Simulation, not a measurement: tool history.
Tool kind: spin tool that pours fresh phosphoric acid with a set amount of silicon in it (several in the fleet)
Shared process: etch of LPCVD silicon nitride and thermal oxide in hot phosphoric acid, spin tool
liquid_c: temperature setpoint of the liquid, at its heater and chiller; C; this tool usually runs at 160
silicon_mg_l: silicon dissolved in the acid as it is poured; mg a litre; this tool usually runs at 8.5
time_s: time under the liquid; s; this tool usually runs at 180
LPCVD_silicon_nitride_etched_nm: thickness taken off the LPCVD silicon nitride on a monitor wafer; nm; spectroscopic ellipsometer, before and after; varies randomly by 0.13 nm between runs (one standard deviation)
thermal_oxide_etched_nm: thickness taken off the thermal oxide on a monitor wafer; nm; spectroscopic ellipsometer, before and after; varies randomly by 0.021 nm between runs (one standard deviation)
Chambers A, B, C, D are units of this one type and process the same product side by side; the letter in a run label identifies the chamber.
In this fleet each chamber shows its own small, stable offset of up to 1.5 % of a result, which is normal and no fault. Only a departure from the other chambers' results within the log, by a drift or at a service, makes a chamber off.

| run | day | liquid_c | silicon_mg_l | time_s | read-back film thickness of the LPCVD silicon nitride reference wafer, read on the same gauge (nm) | read-back film thickness of the thermal oxide reference wafer, read on the same gauge (nm) | LPCVD_silicon_nitride_etched_nm | thermal_oxide_etched_nm |
|---|---|---|---|---|---|---|---|---|
| 1D | 0.483 | 160 | 8.5 | 180 | 120.04 | 50.031 | 14.83 | 0.41908 |
| 2B | 0.867 | 160 | 8.5 | 180 | 119.98 | 49.989 | 14.978 | 0.43506 |
| 3A | 1.546 | 160 | 8.5 | 180 | 119.98 | 49.983 | 15.148 | 0.45885 |
| 4C | 1.846 | 160 | 8.5 | 180 | 120.04 | 49.957 | 15.037 | 0.41766 |
| 5D | 2.45 | 160 | 5 | 125 | 119.98 | 49.994 | 10.331 | 0.32695 |
| 6C | 3.004 | 160 | 5 | 125 | 120.01 | 49.995 | 10.406 | 0.33952 |
|  | 3.083 | chamber C: dissolved silicon flow meter replaced |
| 7A | 3.567 | 160 | 5 | 125 | 120.02 | 50.019 | 10.31 | 0.33943 |
| 8B | 4.079 | 160 | 5 | 125 | 119.95 | 50.062 | 10.138 | 0.32884 |
| 9B | 4.604 | 160 | 8.5 | 180 | 119.95 | 50.03 | 14.954 | 0.44874 |
| 10D | 4.958 | 160 | 8.5 | 180 | 119.99 | 49.993 | 14.75 | 0.44105 |
| 11A | 5.317 | 160 | 8.5 | 180 | 119.99 | 50.01 | 15.074 | 0.3958 |
| 12C | 5.812 | 160 | 8.5 | 180 | 119.97 | 49.981 | 15.018 | 0.44709 |
| 13D | 6.433 | 160 | 8.5 | 180 | 120 | 50.002 | 14.721 | 0.40493 |
| 14B | 7.067 | 160 | 8.5 | 180 | 120.03 | 50.031 | 14.654 | 0.43637 |
| 15A | 7.438 | 160 | 8.5 | 180 | 120 | 49.958 | 14.998 | 0.41392 |
| 16C | 7.85 | 160 | 8.5 | 180 | 120.04 | 50.007 | 14.916 | 0.43487 |
| 17C | 8.225 | 160 | 8.5 | 180 | 120.04 | 50.037 | 14.762 | 0.42558 |
| 18D | 8.558 | 160 | 8.5 | 180 | 119.98 | 50.011 | 14.724 | 0.4468 |
| 19A | 9.133 | 160 | 8.5 | 180 | 119.97 | 49.98 | 14.863 | 0.45442 |
| 20B | 9.721 | 160 | 8.5 | 180 | 119.99 | 49.969 | 14.84 | 0.44754 |
| 21C | 10.1 | 160 | 8.5 | 180 | 119.99 | 49.988 | 14.569 | 0.41458 |
| 22A | 10.588 | 160 | 8.5 | 180 | 120 | 50.018 | 15.139 | 0.43482 |
| 23B | 11.025 | 160 | 8.5 | 180 | 119.99 | 50.022 | 14.903 | 0.45639 |
| 24D | 11.488 | 158.5 | 8.5 | 280 | 120.01 | 49.985 | 21.623 | 0.61061 |
| 25B | 11.846 | 158.5 | 8.5 | 280 | 120.02 | 49.983 | 21.797 | 0.65001 |
| 26A | 12.217 | 158.5 | 8.5 | 280 | 119.97 | 50.009 | 22.371 | 0.62589 |
| 27D | 12.904 | 158.5 | 8.5 | 280 | 119.94 | 49.996 | 21.917 | 0.58276 |
| 28C | 13.404 | 160 | 8.5 | 180 | 119.96 | 50.047 | 14.406 | 0.42142 |
| 29B | 13.917 | 160 | 8.5 | 180 | 120.01 | 50.016 | 14.891 | 0.4695 |
| 30C | 14.533 | 160 | 8.5 | 180 | 120.03 | 49.97 | 14.23 | 0.38077 |
| 31A | 15.171 | 160 | 5.5 | 255 | 119.98 | 50.04 | 21.476 | 0.68233 |
| 32D | 15.542 | 160 | 5.5 | 255 | 120.01 | 49.979 | 20.995 | 0.61163 |
| 33B | 16.012 | 160 | 5.5 | 255 | 120.07 | 50.014 | 21.547 | 0.67752 |
| 34D | 16.629 | 160 | 5.5 | 255 | 120.01 | 50.07 | 21 | 0.64484 |
| 35A | 17.229 | 157 | 3.5 | 180 | 120 | 50.001 | 13.603 | 0.38461 |
| 36C | 17.683 | 157 | 3.5 | 180 | 119.97 | 49.995 | 12.703 | 0.33365 |
| 37B | 18.204 | 157 | 3.5 | 180 | 120.01 | 49.997 | 13.613 | 0.35149 |

One chamber off, gauge drift, or nothing amiss beyond the chambers' own small offsets? If it is a chamber, which one, and what is the likeliest cause?

Chamber C drifts away from the others.
Cause: temperature lost on the way to the wafer (K) = 1.85.
The log might look much the same if the cause were instead: liquid colder than its thermometer reads (K).

Below are 4 candidate recipes for chamber C's next run, each the usual settings with a change, their results shown as question marks. Which of them brings C's results back in line with what the other chambers give on the usual settings?
In-line tolerance around the mean of the other chambers on the usual settings: LPCVD_silicon_nitride_etched_nm 0.44 nm; thermal_oxide_etched_nm 0.073 nm
| 38C-1 | 18.7 | 159 | 10.5 | 175 |  |  | ? | ? |
| 38C-2 | 18.7 | 161 | 6.5 | 185 |  |  | ? | ? |
| 38C-3 | 18.7 | 161.5 | 4 | 190 |  |  | ? | ? |
| 38C-4 | 18.7 | 158.5 | 13 | 170 |  |  | ? | ? |

Usual-settings mean across the other chambers: LPCVD_silicon_nitride_etched_nm 14.846 nm; thermal_oxide_etched_nm 0.44022 nm
| run | LPCVD_silicon_nitride_etched_nm | thermal_oxide_etched_nm |
|---|---|---|
| 38C-1 | 13.176 | 0.32435 |
| 38C-2 | 14.916 | 0.43461 |
| 38C-3 | 15.579 | 0.48712 |
| 38C-4 | 12.579 | 0.2862 |
Change 38C-2 lands the chamber within the allowed miss of the other chambers.

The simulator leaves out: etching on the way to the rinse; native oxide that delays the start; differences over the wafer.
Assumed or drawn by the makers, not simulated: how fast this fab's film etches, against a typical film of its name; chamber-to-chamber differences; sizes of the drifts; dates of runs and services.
